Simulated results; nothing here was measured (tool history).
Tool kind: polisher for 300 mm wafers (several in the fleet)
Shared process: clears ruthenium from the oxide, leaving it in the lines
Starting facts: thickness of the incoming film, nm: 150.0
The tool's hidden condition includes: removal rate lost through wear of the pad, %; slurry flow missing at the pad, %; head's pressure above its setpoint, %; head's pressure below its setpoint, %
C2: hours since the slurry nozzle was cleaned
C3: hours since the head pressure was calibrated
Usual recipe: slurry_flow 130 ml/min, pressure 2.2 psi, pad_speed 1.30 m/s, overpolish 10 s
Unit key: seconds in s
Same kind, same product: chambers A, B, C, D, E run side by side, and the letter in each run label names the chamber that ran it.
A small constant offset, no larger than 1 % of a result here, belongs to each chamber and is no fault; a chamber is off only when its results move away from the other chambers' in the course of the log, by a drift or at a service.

{"run": "1B", "hour": 9.5, "slurry_flow": 130, "pressure": 2.2, "pad_speed": 1.3, "overpolish": 10, "wafers polished on this pad": 569, "C2": 201.8, "C3": 424.2, "seconds": 87.041}
{"run": "2E", "hour": 17.7, "slurry_flow": 130, "pressure": 2.2, "pad_speed": 1.3, "overpolish": 10, "wafers polished on this pad": 481, "C2": 269.9, "C3": 26.5, "seconds": 89.804}
{"hour": 20.4, "done": "chamber B: worn pad replaced by a new one"}
{"hour": 22.7, "done": "chamber A: worn pad replaced by a new one"}
{"run": "3A", "hour": 23.1, "slurry_flow": 130, "pressure": 2.2, "pad_speed": 1.3, "overpolish": 10, "wafers polished on this pad": 3, "C2": 358.0, "C3": 541.7, "seconds": 85.628}
{"run": "4D", "hour": 31.4, "slurry_flow": 130, "pressure": 2.2, "pad_speed": 1.3, "overpolish": 10, "wafers polished on this pad": 277, "C2": 538.2, "C3": 786.9, "seconds": 87.336}
{"run": "5C", "hour": 42.9, "slurry_flow": 130, "pressure": 1.4, "pad_speed": 1.3, "overpolish": 10, "wafers polished on this pad": 504, "C2": 551.6, "C3": 445.9, "seconds": 133.18}
{"run": "6D", "hour": 50.4, "slurry_flow": 130, "pressure": 1.4, "pad_speed": 1.3, "overpolish": 10, "wafers polished on this pad": 422, "C2": 557.2, "C3": 805.9, "seconds": 137.88}
{"run": "7E", "hour": 56.7, "slurry_flow": 130, "pressure": 1.4, "pad_speed": 1.3, "overpolish": 10, "wafers polished on this pad": 780, "C2": 308.9, "C3": 65.5, "seconds": 134.51}
{"run": "8C", "hour": 63.1, "slurry_flow": 130, "pressure": 1.4, "pad_speed": 1.3, "overpolish": 10, "wafers polished on this pad": 658, "C2": 571.8, "C3": 466.1, "seconds": 135.6}
{"run": "9A", "hour": 71.1, "slurry_flow": 130, "pressure": 1.4, "pad_speed": 1.3, "overpolish": 10, "wafers polished on this pad": 371, "C2": 406.0, "C3": 589.7, "seconds": 135.18}
{"run": "10B", "hour": 80.2, "slurry_flow": 130, "pressure": 2.2, "pad_speed": 1.3, "overpolish": 10, "wafers polished on this pad": 459, "C2": 272.5, "C3": 494.9, "seconds": 86.616}
{"hour": 80.3, "done": "chamber E: worn pad replaced by a new one"}
{"hour": 84.6, "done": "chamber A: worn pad replaced by a new one"}
{"run": "11C", "hour": 86.2, "slurry_flow": 130, "pressure": 2.2, "pad_speed": 1.3, "overpolish": 10, "wafers polished on this pad": 836, "C2": 594.9, "C3": 489.2, "seconds": 86.531}
{"hour": 89.0, "done": "chamber D: head pressure recalibrated"}
{"hour": 89.7, "done": "chamber D: worn pad replaced by a new one"}
{"hour": 92.1, "done": "chamber C: worn pad replaced by a new one"}
{"run": "12D", "hour": 92.7, "slurry_flow": 130, "pressure": 2.2, "pad_speed": 1.3, "overpolish": 10, "wafers polished on this pad": 23, "C2": 599.5, "C3": 3.7, "seconds": 87.07}
{"hour": 93.3, "done": "chamber C: slurry nozzle cleaned"}
{"run": "13A", "hour": 98.0, "slurry_flow": 130, "pressure": 2.2, "pad_speed": 1.3, "overpolish": 10, "wafers polished on this pad": 103, "C2": 432.9, "C3": 616.6, "seconds": 86.986}
{"run": "14B", "hour": 104.8, "slurry_flow": 130, "pressure": 2.2, "pad_speed": 1.3, "overpolish": 10, "wafers polished on this pad": 647, "C2": 297.1, "C3": 519.5, "seconds": 87.128}
{"run": "15E", "hour": 112.2, "slurry_flow": 130, "pressure": 2.2, "pad_speed": 1.3, "overpolish": 10, "wafers polished on this pad": 244, "C2": 364.4, "C3": 121.0, "seconds": 87.262}
{"run": "16C", "hour": 122.4, "slurry_flow": 130, "pressure": 2.2, "pad_speed": 1.3, "overpolish": 10, "wafers polished on this pad": 232, "C2": 29.1, "C3": 525.4, "seconds": 87.492}
{"hour": 122.6, "done": "chamber B: worn pad replaced by a new one"}
{"run": "17D", "hour": 127.5, "slurry_flow": 130, "pressure": 2.2, "pad_speed": 1.3, "overpolish": 16, "wafers polished on this pad": 290, "C2": 634.3, "C3": 38.5, "seconds": 88.315}
{"run": "18A", "hour": 135.8, "slurry_flow": 130, "pressure": 2.2, "pad_speed": 1.3, "overpolish": 16, "wafers polished on this pad": 392, "C2": 470.7, "C3": 654.4, "seconds": 87.699}
{"run": "19E", "hour": 142.8, "slurry_flow": 130, "pressure": 2.2, "pad_speed": 1.3, "overpolish": 16, "wafers polished on this pad": 479, "C2": 395.0, "C3": 151.6, "seconds": 88.837}
{"hour": 143.9, "done": "chamber A: worn pad replaced by a new one"}
{"run": "20B", "hour": 150.9, "slurry_flow": 130, "pressure": 2.2, "pad_speed": 1.3, "overpolish": 16, "wafers polished on this pad": 217, "C2": 343.2, "C3": 565.6, "seconds": 85.462}
{"run": "21E", "hour": 156.2, "slurry_flow": 130, "pressure": 2.2, "pad_speed": 1.3, "overpolish": 16, "wafers polished on this pad": 582, "C2": 408.4, "C3": 165.0, "seconds": 88.671}
{"run": "22B", "hour": 164.3, "slurry_flow": 130, "pressure": 2.2, "pad_speed": 1.3, "overpolish": 14, "wafers polished on this pad": 320, "C2": 356.6, "C3": 579.0, "seconds": 85.066}
{"hour": 165.8, "done": "chamber D: worn pad replaced by a new one"}
{"hour": 167.8, "done": "chamber B: head pressure recalibrated"}
{"hour": 172.5, "done": "chamber D: slurry nozzle cleaned"}
{"run": "23A", "hour": 174.0, "slurry_flow": 130, "pressure": 2.2, "pad_speed": 1.3, "overpolish": 14, "wafers polished on this pad": 231, "C2": 508.9, "C3": 692.6, "seconds": 91.277}
{"hour": 178.2, "done": "chamber C: worn pad replaced by a new one"}
{"run": "24C", "hour": 179.2, "slurry_flow": 130, "pressure": 2.2, "pad_speed": 1.3, "overpolish": 14, "wafers polished on this pad": 7, "C2": 85.9, "C3": 582.2, "seconds": 88.824}
{"run": "25D", "hour": 190.0, "slurry_flow": 130, "pressure": 2.2, "pad_speed": 1.3, "overpolish": 14, "wafers polished on this pad": 185, "C2": 17.6, "C3": 101.0, "seconds": 87.615}
{"run": "26D", "hour": 197.2, "slurry_flow": 130, "pressure": 2.2, "pad_speed": 1.3, "overpolish": 14, "wafers polished on this pad": 241, "C2": 24.8, "C3": 108.2, "seconds": 86.464}
{"run": "27C", "hour": 203.9, "slurry_flow": 130, "pressure": 2.2, "pad_speed": 1.3, "overpolish": 10, "wafers polished on this pad": 197, "C2": 110.6, "C3": 606.9, "seconds": 89.058}
{"hour": 211.2, "done": "chamber A: worn pad replaced by a new one"}
{"run": "28E", "hour": 212.3, "slurry_flow": 130, "pressure": 2.2, "pad_speed": 1.3, "overpolish": 10, "wafers polished on this pad": 1012, "C2": 464.5, "C3": 221.1, "seconds": 87.059}
{"hour": 212.5, "done": "chamber E: worn pad replaced by a new one"}
{"hour": 219.2, "done": "chamber B: worn pad replaced by a new one"}
{"run": "29A", "hour": 220.7, "slurry_flow": 130, "pressure": 2.2, "pad_speed": 1.3, "overpolish": 10, "wafers polished on this pad": 73, "C2": 555.6, "C3": 739.3, "seconds": 91.235}
{"hour": 222.9, "done": "chamber E: slurry nozzle cleaned"}
{"run": "30B", "hour": 231.8, "slurry_flow": 130, "pressure": 2.2, "pad_speed": 1.3, "overpolish": 10, "wafers polished on this pad": 97, "C2": 424.1, "C3": 64.0, "seconds": 86.562}
{"run": "31A", "hour": 238.1, "slurry_flow": 130, "pressure": 2.2, "pad_speed": 0.86, "overpolish": 10, "wafers polished on this pad": 206, "C2": 573.0, "C3": 756.7, "seconds": 140.36}
{"hour": 241.7, "done": "chamber D: worn pad replaced by a new one"}
{"run": "32D", "hour": 248.6, "slurry_flow": 130, "pressure": 2.2, "pad_speed": 0.86, "overpolish": 10, "wafers polished on this pad": 53, "C2": 76.2, "C3": 159.6, "seconds": 133.32}
{"run": "33E", "hour": 256.4, "slurry_flow": 130, "pressure": 2.2, "pad_speed": 0.86, "overpolish": 10, "wafers polished on this pad": 337, "C2": 33.6, "C3": 265.2, "seconds": 131.76}
{"hour": 266.0, "done": "chamber C: worn pad replaced by a new one"}
{"run": "34C", "hour": 267.3, "slurry_flow": 130, "pressure": 2.2, "pad_speed": 0.86, "overpolish": 10, "wafers polished on this pad": 10, "C2": 174.0, "C3": 670.3, "seconds": 131.11}
{"hour": 273.4, "done": "chamber A: worn pad replaced by a new one"}
{"run": "35B", "hour": 278.6, "slurry_flow": 130, "pressure": 2.2, "pad_speed": 0.86, "overpolish": 10, "wafers polished on this pad": 455, "C2": 470.9, "C3": 110.8, "seconds": 130.3}
{"run": "36A", "hour": 284.7, "slurry_flow": 130, "pressure": 2.2, "pad_speed": 1.3, "overpolish": 10, "wafers polished on this pad": 86, "C2": 619.6, "C3": 803.3, "seconds": 96.088}
{"run": "37E", "hour": 294.8, "slurry_flow": 130, "pressure": 2.2, "pad_speed": 1.3, "overpolish": 10, "wafers polished on this pad": 631, "C2": 72.0, "C3": 303.6, "seconds": 87.548}

Decide between three cases: one chamber stands off from its peers, the gauge reading all wafers drifts, or nothing is wrong past each chamber's small offset. Where a chamber is off, say which and what most likely put it there.

One chamber, A, drifts off from the rest bit by bit.
Likeliest cause: slurry flow missing at the pad, % = 36.3.
With only this log, it may be confused with: head's pressure below its setpoint, %.

Which of the 4 candidates below, each the usual settings with something changed and its results left as question marks, puts chamber A back in line with what the other chambers give on the usual settings?
Maximum distance from the other chambers' mean on the usual settings for a result to count as in line: seconds 3.300 s
{"run": "38A-1", "hour": 303.1, "slurry_flow": 135, "pressure": 2.4, "pad_speed": 1.3, "overpolish": 10, "seconds": "?"}
{"run": "38A-2", "hour": 303.1, "slurry_flow": 135, "pressure": 2.2, "pad_speed": 1.54, "overpolish": 10, "seconds": "?"}
{"run": "38A-3", "hour": 303.1, "slurry_flow": 130, "pressure": 2.1, "pad_speed": 1.24, "overpolish": 10, "seconds": "?"}
{"run": "38A-4", "hour": 303.1, "slurry_flow": 130, "pressure": 2.0, "pad_speed": 1.18, "overpolish": 10, "seconds": "?"}

The mean the other chambers reach with the usual settings: seconds 87.466 s
run=38A-1 seconds=88.339
run=38A-2 seconds=81.169
run=38A-3 seconds=106.940
run=38A-4 seconds=118.010
It is 38A-1 that realigns the chamber with its peers.
